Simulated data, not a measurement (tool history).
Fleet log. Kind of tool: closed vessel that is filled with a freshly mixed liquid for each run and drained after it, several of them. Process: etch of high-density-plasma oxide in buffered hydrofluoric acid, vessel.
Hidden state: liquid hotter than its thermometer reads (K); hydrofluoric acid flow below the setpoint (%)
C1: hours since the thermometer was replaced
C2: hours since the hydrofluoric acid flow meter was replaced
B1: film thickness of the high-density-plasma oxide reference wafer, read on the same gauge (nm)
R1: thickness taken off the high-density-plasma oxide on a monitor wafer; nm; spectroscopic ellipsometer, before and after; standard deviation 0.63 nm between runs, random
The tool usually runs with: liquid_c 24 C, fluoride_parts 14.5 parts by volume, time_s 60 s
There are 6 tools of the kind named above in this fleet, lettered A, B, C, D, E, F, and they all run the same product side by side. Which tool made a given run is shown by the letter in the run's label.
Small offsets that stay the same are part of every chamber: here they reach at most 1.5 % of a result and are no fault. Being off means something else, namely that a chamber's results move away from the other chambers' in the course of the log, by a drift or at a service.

run 1E hour=7.1 | liquid_c=24 fluoride_parts=14.5 time_s=60 | C1=284.5 C2=1826.5 | B1=120.01 | R1=84.767
run 2A hour=15.7 | liquid_c=24 fluoride_parts=14.5 time_s=60 | C1=2031.4 C2=1056.4 | B1=119.97 | R1=83.028
run 3C hour=28.1 | liquid_c=24 fluoride_parts=14.5 time_s=60 | C1=314.2 C2=170.1 | B1=120.02 | R1=83.251
run 4B hour=37.2 | liquid_c=24 fluoride_parts=14.5 time_s=60 | C1=438.1 C2=553.5 | B1=119.97 | R1=82.512
run 5D hour=47.7 | liquid_c=24 fluoride_parts=14.5 time_s=60 | C1=101.8 C2=112.6 | B1=119.99 | R1=83.961
run 6F hour=57.5 | liquid_c=24 fluoride_parts=14.5 time_s=60 | C1=1789.1 C2=947.6 | B1=120.03 | R1=85.1
run 7B hour=67.5 | liquid_c=24 fluoride_parts=14.5 time_s=60 | C1=468.4 C2=583.8 | B1=119.97 | R1=83.942
-- hour=74.1 chamber F: thermometer replaced
run 8A hour=79 | liquid_c=28 fluoride_parts=9 time_s=60 | C1=2094.7 C2=1119.7 | B1=120.04 | R1=158.14
run 9E hour=86.6 | liquid_c=28 fluoride_parts=9 time_s=60 | C1=364 C2=1906 | B1=119.95 | R1=159.72
-- hour=92.8 chamber A: hydrofluoric acid flow meter replaced
run 10D hour=99.8 | liquid_c=28 fluoride_parts=9 time_s=60 | C1=153.9 C2=164.7 | B1=119.98 | R1=160.2
run 11C hour=112.1 | liquid_c=28 fluoride_parts=9 time_s=60 | C1=398.2 C2=254.1 | B1=120.01 | R1=158.37
run 12F hour=123 | liquid_c=28 fluoride_parts=9 time_s=60 | C1=49 C2=1013.1 | B1=119.97 | R1=159.61
-- hour=125.2 chamber E: hydrofluoric acid flow meter replaced
-- hour=125.7 chamber F: hydrofluoric acid flow meter replaced
run 13A hour=134.6 | liquid_c=28 fluoride_parts=9 time_s=60 | C1=2150.3 C2=41.9 | B1=120.03 | R1=158.75
run 14C hour=147.5 | liquid_c=24 fluoride_parts=14.5 time_s=60 | C1=433.6 C2=289.5 | B1=120.03 | R1=84.603
run 15F hour=154.2 | liquid_c=24 fluoride_parts=10 time_s=30 | C1=80.2 C2=28.6 | B1=119.95 | R1=60.973
run 16B hour=165.1 | liquid_c=24 fluoride_parts=10 time_s=30 | C1=566 C2=681.4 | B1=119.98 | R1=59.368
run 17E hour=174.5 | liquid_c=24 fluoride_parts=10 time_s=30 | C1=451.9 C2=49.4 | B1=119.95 | R1=62.159
run 18D hour=184.7 | liquid_c=24 fluoride_parts=10 time_s=30 | C1=238.8 C2=249.6 | B1=120 | R1=60.794
run 19A hour=195 | liquid_c=24 fluoride_parts=10 time_s=30 | C1=2210.7 C2=102.3 | B1=119.98 | R1=59.392
run 20C hour=203 | liquid_c=24 fluoride_parts=10 time_s=30 | C1=489.1 C2=345 | B1=120.01 | R1=59.451
run 21D hour=212.6 | liquid_c=24 fluoride_parts=20 time_s=60 | C1=266.7 C2=277.5 | B1=119.96 | R1=61.642
-- hour=214.3 chamber B: thermometer replaced
run 22E hour=219.8 | liquid_c=24 fluoride_parts=20 time_s=60 | C1=497.2 C2=94.7 | B1=120.02 | R1=62.517
run 23F hour=228.1 | liquid_c=24 fluoride_parts=20 time_s=60 | C1=154.1 C2=102.5 | B1=120 | R1=61.26
run 24B hour=234.6 | liquid_c=24 fluoride_parts=20 time_s=60 | C1=20.3 C2=750.9 | B1=120.01 | R1=60.706
run 25D hour=244.1 | liquid_c=24 fluoride_parts=20 time_s=60 | C1=298.2 C2=309 | B1=119.99 | R1=60.606
run 26C hour=250.4 | liquid_c=24 fluoride_parts=20 time_s=60 | C1=536.5 C2=392.4 | B1=120.03 | R1=60.701
run 27B hour=260.1 | liquid_c=24 fluoride_parts=14.5 time_s=60 | C1=45.8 C2=776.4 | B1=120.04 | R1=82.556
run 28A hour=272.6 | liquid_c=24 fluoride_parts=14.5 time_s=60 | C1=2288.3 C2=179.9 | B1=119.99 | R1=84.03
run 29F hour=280 | liquid_c=24 fluoride_parts=14.5 time_s=60 | C1=206 C2=154.4 | B1=120.04 | R1=84.709
run 30E hour=290 | liquid_c=24 fluoride_parts=14.5 time_s=60 | C1=567.4 C2=164.9 | B1=119.98 | R1=88.601
run 31D hour=303 | liquid_c=27.5 fluoride_parts=19 time_s=60 | C1=357.1 C2=367.9 | B1=119.98 | R1=78.797
run 32E hour=316.4 | liquid_c=27.5 fluoride_parts=19 time_s=60 | C1=593.8 C2=191.3 | B1=120.01 | R1=82.658
run 33F hour=328.1 | liquid_c=27.5 fluoride_parts=19 time_s=60 | C1=254.1 C2=202.5 | B1=120.01 | R1=78.849
run 34B hour=335.5 | liquid_c=27.5 fluoride_parts=19 time_s=60 | C1=121.2 C2=851.8 | B1=120 | R1=77.409
run 35A hour=346.8 | liquid_c=27.5 fluoride_parts=19 time_s=60 | C1=2362.5 C2=254.1 | B1=119.99 | R1=76.531
run 36C hour=357.5 | liquid_c=27.5 fluoride_parts=19 time_s=60 | C1=643.6 C2=499.5 | B1=119.98 | R1=76.783
run 37D hour=370.7 | liquid_c=24 fluoride_parts=14.5 time_s=60 | C1=424.8 C2=435.6 | B1=119.98 | R1=84.724
-- hour=377.3 chamber B: hydrofluoric acid flow meter replaced
run 38A hour=384.1 | liquid_c=24 fluoride_parts=14.5 time_s=60 | C1=2399.8 C2=291.4 | B1=119.99 | R1=84.627
run 39C hour=396.9 | liquid_c=24 fluoride_parts=14.5 time_s=60 | C1=683 C2=538.9 | B1=120.02 | R1=82.84
run 40F hour=404.4 | liquid_c=20.5 fluoride_parts=14.5 time_s=85 | C1=330.4 C2=278.8 | B1=120.01 | R1=99.308
run 41B hour=412.7 | liquid_c=20.5 fluoride_parts=14.5 time_s=85 | C1=198.4 C2=35.4 | B1=119.99 | R1=96.176

All 6 chambers run these settings next. Forecast each chamber's results:
run 42A hour=422.3 | liquid_c=24 fluoride_parts=14.5 time_s=50 | R1=?
run 42B hour=422.3 | liquid_c=24 fluoride_parts=14.5 time_s=50 | R1=?
run 42C hour=422.3 | liquid_c=24 fluoride_parts=14.5 time_s=50 | R1=?
run 42D hour=422.3 | liquid_c=24 fluoride_parts=14.5 time_s=50 | R1=?
run 42E hour=422.3 | liquid_c=24 fluoride_parts=14.5 time_s=50 | R1=?
run 42F hour=422.3 | liquid_c=24 fluoride_parts=14.5 time_s=50 | R1=?

run=42A R1=70.293
run=42B R1=68.574
run=42C R1=70.029
run=42D R1=70.922
run=42E R1=76.099
run=42F R1=70.071
